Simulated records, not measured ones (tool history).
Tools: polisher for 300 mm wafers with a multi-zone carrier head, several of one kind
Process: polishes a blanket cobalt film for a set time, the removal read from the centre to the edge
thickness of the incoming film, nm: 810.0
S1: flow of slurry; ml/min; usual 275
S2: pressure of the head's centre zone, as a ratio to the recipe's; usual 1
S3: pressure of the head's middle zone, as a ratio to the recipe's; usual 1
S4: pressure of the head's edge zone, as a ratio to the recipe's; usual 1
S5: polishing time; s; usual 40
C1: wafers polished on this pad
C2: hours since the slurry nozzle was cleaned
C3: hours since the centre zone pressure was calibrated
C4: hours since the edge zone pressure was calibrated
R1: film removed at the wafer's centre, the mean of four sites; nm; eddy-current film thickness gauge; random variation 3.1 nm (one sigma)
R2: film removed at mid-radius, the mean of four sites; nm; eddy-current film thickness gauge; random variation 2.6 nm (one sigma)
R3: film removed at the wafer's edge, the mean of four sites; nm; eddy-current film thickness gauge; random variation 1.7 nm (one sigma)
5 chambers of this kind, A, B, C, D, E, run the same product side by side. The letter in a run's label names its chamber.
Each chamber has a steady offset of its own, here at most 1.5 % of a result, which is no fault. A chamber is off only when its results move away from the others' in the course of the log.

run	day	S1	S2	S3	S4	S5	C1	C2	C3	C4	R1	R2	R3
# day 0.05: chamber B: worn pad replaced by a new one
# day 0.067: chamber A: slurry nozzle cleaned
1A	0.333	275	1	1	1	40	164	6.4	181.2	29.2	277.83	273.2	278.25
2D	0.633	275	1	1	1	40	864	710.1	121	336.3	270.06	274.89	274.66
# day 0.721: chamber C: worn pad replaced by a new one
3B	1.192	275	1	1	1	40	412	318	54.2	183.9	278.82	279.57	273.93
# day 1.483: chamber D: worn pad replaced by a new one
4C	1.554	275	1	1	1	40	301	184.7	286.1	525.9	279.14	273.38	272.17
5E	2.083	275	1	1	1	40	1493	429.4	387.8	1112.6	277.1	271.73	270.73
6A	2.558	275	1	1	1	40	966	59.8	234.6	82.6	275.94	278.02	278.39
7D	3.042	275	1	1	1	40	562	767.9	178.8	394.1	275.58	273.82	274.4
# day 3.146: chamber A: worn pad replaced by a new one
8C	3.412	275	1	1	1	40	971	229.3	330.7	570.5	276.56	272.34	271.51
# day 3.971: chamber B: worn pad replaced by a new one
9E	4.033	275	1	1	1	40	2196	476.2	434.6	1159.4	269.29	266.61	268.66
10B	4.679	275	1	1	1	40	255	401.7	137.9	267.6	270.74	275.75	273.16
# day 4.742: chamber C: worn pad replaced by a new one
# day 4.975: chamber D: worn pad replaced by a new one
# day 5.183: chamber E: centre zone pressure recalibrated
11A	5.329	275	1	1	1	40	787	126.3	301.1	149.1	279.74	277.26	277.16
# day 5.462: chamber D: slurry nozzle cleaned
12C	5.7	275	1	1	1	40	346	284.2	385.6	625.4	273.87	271.31	270.86
13E	6.3	275	1	1	1	40	3013	530.6	26.9	1213.8	268.52	266.77	263.66
14B	6.608	275	1	1	1	40	951	448	184.2	313.9	269.04	276.45	273.43
# day 7.021: chamber A: worn pad replaced by a new one
15D	7.104	275	1	1	1	40	769	39.5	276.3	491.6	274.66	275.22	276.12
16D	7.417	275	1	1	1	40	881	47	283.8	499.1	275.98	272.59	275.29
# day 7.496: chamber B: worn pad replaced by a new one
17B	8.029	275	1	1	1	40	192	482.1	218.3	348	271.54	274.63	273.97
# day 8.354: chamber D: worn pad replaced by a new one
18A	8.6	275	1	1	1	40	570	204.8	379.6	227.6	277.9	274.78	277.88
19E	9.033	275	1	1	1	40	3999	596.2	92.5	1279.4	267.87	259.25	261.1
# day 9.325: chamber C: worn pad replaced by a new one
20C	9.65	275	1	1	1	40	118	379	480.4	720.2	268.2	269.13	270.8
21E	10.296	275	1	1	1	40	4454	626.5	122.8	1309.7	261.99	262.57	258.51
# day 10.358: chamber A: worn pad replaced by a new one
22C	10.838	275	1	1	1	40	546	407.5	508.9	748.7	277.99	270.32	269.77
23B	11.188	275	1	1	1	40	1331	557.9	294.1	423.8	276.57	280.5	273.32
# day 11.258: chamber B: edge zone pressure recalibrated
# day 11.417: chamber B: worn pad replaced by a new one
# day 11.575: chamber D: worn pad replaced by a new one
24D	11.688	275	1	1	1	40	41	149.5	386.3	601.6	273.49	281.48	276.45
25A	12.25	275	1	1	1	40	682	292.4	467.2	315.2	279.13	277.29	275.2
# day 12.383: chamber D: edge zone pressure recalibrated
26B	12.821	275	1	1	1	40	507	597.1	333.3	37.5	274.15	279.84	272.52
# day 12.975: chamber E: edge zone pressure recalibrated
# day 13.042: chamber C: worn pad replaced by a new one
27A	13.15	275	1	1	1	40	1007	314	488.8	336.8	278.09	274.45	274.39
28E	13.462	275	1	1	1	40	5596	702.5	198.8	11.7	262.41	251.27	252.55
29C	13.8	275	1	1	1	40	274	478.6	580	819.8	277.12	266.16	270.42
# day 13.812: chamber A: worn pad replaced by a new one
30D	14.442	275	1	1	1	40	1034	215.6	452.4	49.5	269.95	271.82	276.66
# day 14.729: chamber B: worn pad replaced by a new one
31E	14.767	275	1	1	1.07	48	6066	733.8	230.1	43	306.59	304.38	316.2
# day 15.108: chamber D: worn pad replaced by a new one
32B	15.396	275	1	1	1.07	48	240	658.9	395.1	99.3	327.7	334.62	340.7
33C	16.008	275	1	1	1.07	48	1070	531.6	633	872.8	328.08	329.27	336.17
34A	16.671	275	1	1	1.07	48	1032	398.5	573.3	421.3	331.43	334.97	341.06
# day 16.8: chamber C: worn pad replaced by a new one
35D	17.3	275	1	1	1.07	48	790	284.2	521	118.1	324.99	324.36	341.31
# day 17.667: chamber A: worn pad replaced by a new one
36A	17.712	275	1	1	1	40	17	423.5	598.3	446.3	271.12	279.24	276.02
37C	18.108	275	1	1	1	40	472	582	683.4	923.2	277.88	273.09	267.14

Is one chamber off against the others, does the gauge drift, or is nothing wrong? If a chamber is off, say which, and what the likeliest cause is.

Chamber E drifts away from the others.
Cause: removal rate lost through wear of the pad, % = 9.93.

Here are 4 candidates for chamber E's next run, each the usual settings with a change, their results left as question marks. Which one brings its results back in line with what the others give on the usual settings?
In line means no further than this from the other chambers' mean on the usual settings: R1 11 nm; R2 9 nm; R3 6 nm
38E-1	18.592	275	0.99	1	1.02	44					?	?	?
38E-2	18.592	275	1.01	1	0.99	36					?	?	?
38E-3	18.592	275	0.98	1	1.02	47					?	?	?
38E-4	18.592	275	1.02	1.01	0.98	34					?	?	?

The other chambers' mean on the usual settings: R1 273.7 nm; R2 274.52 nm; R3 274.09 nm
run	R1	R2	R3
38E-1	271.31	272.44	271.69
38E-2	226.82	222.89	218.88
38E-3	286.65	291.03	290.22
38E-4	216.52	212.41	205.62
38E-1 brings the chamber back in line.
